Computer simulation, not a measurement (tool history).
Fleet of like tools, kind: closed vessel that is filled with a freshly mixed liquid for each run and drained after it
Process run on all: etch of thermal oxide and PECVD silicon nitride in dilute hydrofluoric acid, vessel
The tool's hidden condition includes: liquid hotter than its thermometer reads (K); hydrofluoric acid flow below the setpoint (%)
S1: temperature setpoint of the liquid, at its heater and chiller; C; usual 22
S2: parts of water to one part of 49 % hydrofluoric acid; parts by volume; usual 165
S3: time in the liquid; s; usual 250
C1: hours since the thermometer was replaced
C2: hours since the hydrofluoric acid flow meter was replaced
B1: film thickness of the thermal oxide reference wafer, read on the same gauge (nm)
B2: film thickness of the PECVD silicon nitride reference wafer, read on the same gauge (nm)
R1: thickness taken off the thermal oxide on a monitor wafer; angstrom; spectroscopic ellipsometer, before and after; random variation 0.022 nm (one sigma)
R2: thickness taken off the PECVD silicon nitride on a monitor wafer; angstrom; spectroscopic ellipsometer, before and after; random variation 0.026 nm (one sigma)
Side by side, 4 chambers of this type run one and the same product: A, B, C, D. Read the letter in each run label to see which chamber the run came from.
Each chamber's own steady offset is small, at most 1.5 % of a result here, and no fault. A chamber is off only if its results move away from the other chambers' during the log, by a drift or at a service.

run 1A hour=2.7 | S1=22 S2=165 S3=250 | C1=2298.5 C2=358.8 | B1=70.023 B2=59.997 | R1=61.171 R2=22.977
run 2D hour=8 | S1=22 S2=165 S3=250 | C1=1281.9 C2=365.8 | B1=70.026 B2=60.025 | R1=60.464 R2=23.206
run 3B hour=11.1 | S1=22 S2=165 S3=250 | C1=263.2 C2=396.4 | B1=70.004 B2=60.002 | R1=60.575 R2=22.603
run 4C hour=16.3 | S1=22 S2=165 S3=250 | C1=976.6 C2=528.3 | B1=70.017 B2=59.99 | R1=60.453 R2=22.659
run 5D hour=21.9 | S1=22 S2=165 S3=250 | C1=1295.8 C2=379.7 | B1=69.995 B2=59.974 | R1=60.4 R2=23.232
run 6A hour=25.8 | S1=22 S2=165 S3=250 | C1=2321.6 C2=381.9 | B1=70.029 B2=59.991 | R1=60.939 R2=22.944
run 7B hour=29.3 | S1=22 S2=165 S3=250 | C1=281.4 C2=414.6 | B1=70.053 B2=59.997 | R1=60.677 R2=22.769
run 8C hour=34.6 | S1=22 S2=165 S3=250 | C1=994.9 C2=546.6 | B1=70.036 B2=60.021 | R1=60.483 R2=22.888
run 9A hour=38 | S1=22 S2=165 S3=250 | C1=2333.8 C2=394.1 | B1=70.012 B2=60.009 | R1=61.203 R2=22.895
run 10B hour=42.1 | S1=22 S2=165 S3=250 | C1=294.2 C2=427.4 | B1=70.038 B2=60.037 | R1=60.872 R2=22.624
run 11D hour=44.8 | S1=22 S2=165 S3=295 | C1=1318.7 C2=402.6 | B1=69.987 B2=60.032 | R1=70.533 R2=27.09
run 12C hour=49.9 | S1=22 S2=165 S3=295 | C1=1010.2 C2=561.9 | B1=69.998 B2=60.025 | R1=71.076 R2=27.501
run 13C hour=52.9 | S1=22 S2=165 S3=295 | C1=1013.2 C2=564.9 | B1=69.989 B2=59.97 | R1=71.63 R2=27.091
run 14A hour=57.4 | S1=22 S2=165 S3=295 | C1=2353.2 C2=413.5 | B1=69.984 B2=59.94 | R1=72.345 R2=26.801
run 15B hour=62.2 | S1=22 S2=165 S3=250 | C1=314.3 C2=447.5 | B1=69.988 B2=59.95 | R1=60.809 R2=22.548
run 16D hour=66.9 | S1=22 S2=165 S3=250 | C1=1340.8 C2=424.7 | B1=69.953 B2=60.039 | R1=59.698 R2=22.423
run 17D hour=72.3 | S1=22 S2=165 S3=250 | C1=1346.2 C2=430.1 | B1=69.955 B2=60.008 | R1=59.421 R2=22.993
run 18B hour=76.9 | S1=22 S2=165 S3=250 | C1=329 C2=462.2 | B1=69.939 B2=60.03 | R1=60.442 R2=22.613
run 19A hour=82.6 | S1=22 S2=165 S3=250 | C1=2378.4 C2=438.7 | B1=69.984 B2=60.031 | R1=61.457 R2=22.197
run 20C hour=87.9 | S1=22 S2=165 S3=250 | C1=1048.2 C2=599.9 | B1=69.994 B2=60.027 | R1=60.221 R2=23.013
run 21A hour=90.5 | S1=22 S2=165 S3=250 | C1=2386.3 C2=446.6 | B1=70.003 B2=59.995 | R1=61.344 R2=22.979
run 22B hour=93.9 | S1=22 S2=165 S3=250 | C1=346 C2=479.2 | B1=69.995 B2=59.987 | R1=60.381 R2=22.259
run 23D hour=97 | S1=22 S2=245 S3=160 | C1=1370.9 C2=454.8 | B1=69.965 B2=60.056 | R1=23.371 R2=9.9719
run 24C hour=101.9 | S1=22 S2=245 S3=160 | C1=1062.2 C2=613.9 | B1=70.007 B2=59.967 | R1=23.781 R2=9.982
run 25D hour=104.3 | S1=22 S2=245 S3=160 | C1=1378.2 C2=462.1 | B1=70.042 B2=60.003 | R1=23.466 R2=9.8426
run 26C hour=108.8 | S1=22 S2=245 S3=160 | C1=1069.1 C2=620.8 | B1=70.054 B2=59.996 | R1=23.773 R2=9.9463
run 27A hour=113.3 | S1=22 S2=165 S3=250 | C1=2409.1 C2=469.4 | B1=69.941 B2=60.026 | R1=61.297 R2=22.19
run 28B hour=116.7 | S1=22 S2=165 S3=250 | C1=368.8 C2=502 | B1=70.014 B2=59.955 | R1=60.386 R2=23.098
run 29A hour=121.3 | S1=22 S2=165 S3=250 | C1=2417.1 C2=477.4 | B1=69.965 B2=60.021 | R1=61.227 R2=22.752
run 30D hour=125.2 | S1=22 S2=165 S3=250 | C1=1399.1 C2=483 | B1=70.01 B2=60.004 | R1=58.878 R2=22.291
run 31B hour=128.9 | S1=22 S2=165 S3=250 | C1=381 C2=514.2 | B1=70.011 B2=60.011 | R1=60.855 R2=23.004
run 32C hour=131.3 | S1=22 S2=165 S3=250 | C1=1091.6 C2=643.3 | B1=69.981 B2=59.999 | R1=60.166 R2=22.75
run 33A hour=134.2 | S1=22 S2=165 S3=250 | C1=2430 C2=490.3 | B1=70.022 B2=59.985 | R1=61.63 R2=22.708
run 34C hour=136.7 | S1=22 S2=165 S3=250 | C1=1097 C2=648.7 | B1=69.984 B2=59.961 | R1=60.251 R2=22.669
run 35B hour=141.3 | S1=22 S2=165 S3=250 | C1=393.4 C2=526.6 | B1=69.967 B2=59.995 | R1=60.587 R2=22.37

Decide between three cases: one chamber stands off from its peers, the gauge reading all wafers drifts, or nothing is wrong past each chamber's small offset. Where a chamber is off, say which and what most likely put it there.

Little by little, chamber D moves away from the other chambers.
Cause: hydrofluoric acid flow below the setpoint (%) = 2.8.

Which of the 4 candidates below, each the usual settings with something changed and its results left as question marks, puts chamber D back in line with what the other chambers give on the usual settings?
In line means no further than this from the other chambers' mean on the usual settings: R1 0.78 angstrom; R2 0.91 angstrom
run 36D-1 hour=145.4 | S1=21.5 S2=160 S3=255 | R1=? R2=?
run 36D-2 hour=145.4 | S1=22.5 S2=170 S3=250 | R1=? R2=?
run 36D-3 hour=145.4 | S1=21.5 S2=160 S3=250 | R1=? R2=?
run 36D-4 hour=145.4 | S1=22.5 S2=170 S3=245 | R1=? R2=?

Other chambers, usual settings, mean: R1 60.753 angstrom; R2 22.839 angstrom
run=36D-1 R1=60.605 R2=22.774
run=36D-2 R1=57.491 R2=22.471
run=36D-3 R1=59.417 R2=22.328
run=36D-4 R1=56.341 R2=22.022
Change 36D-1 lands the chamber within the allowed miss of the other chambers.
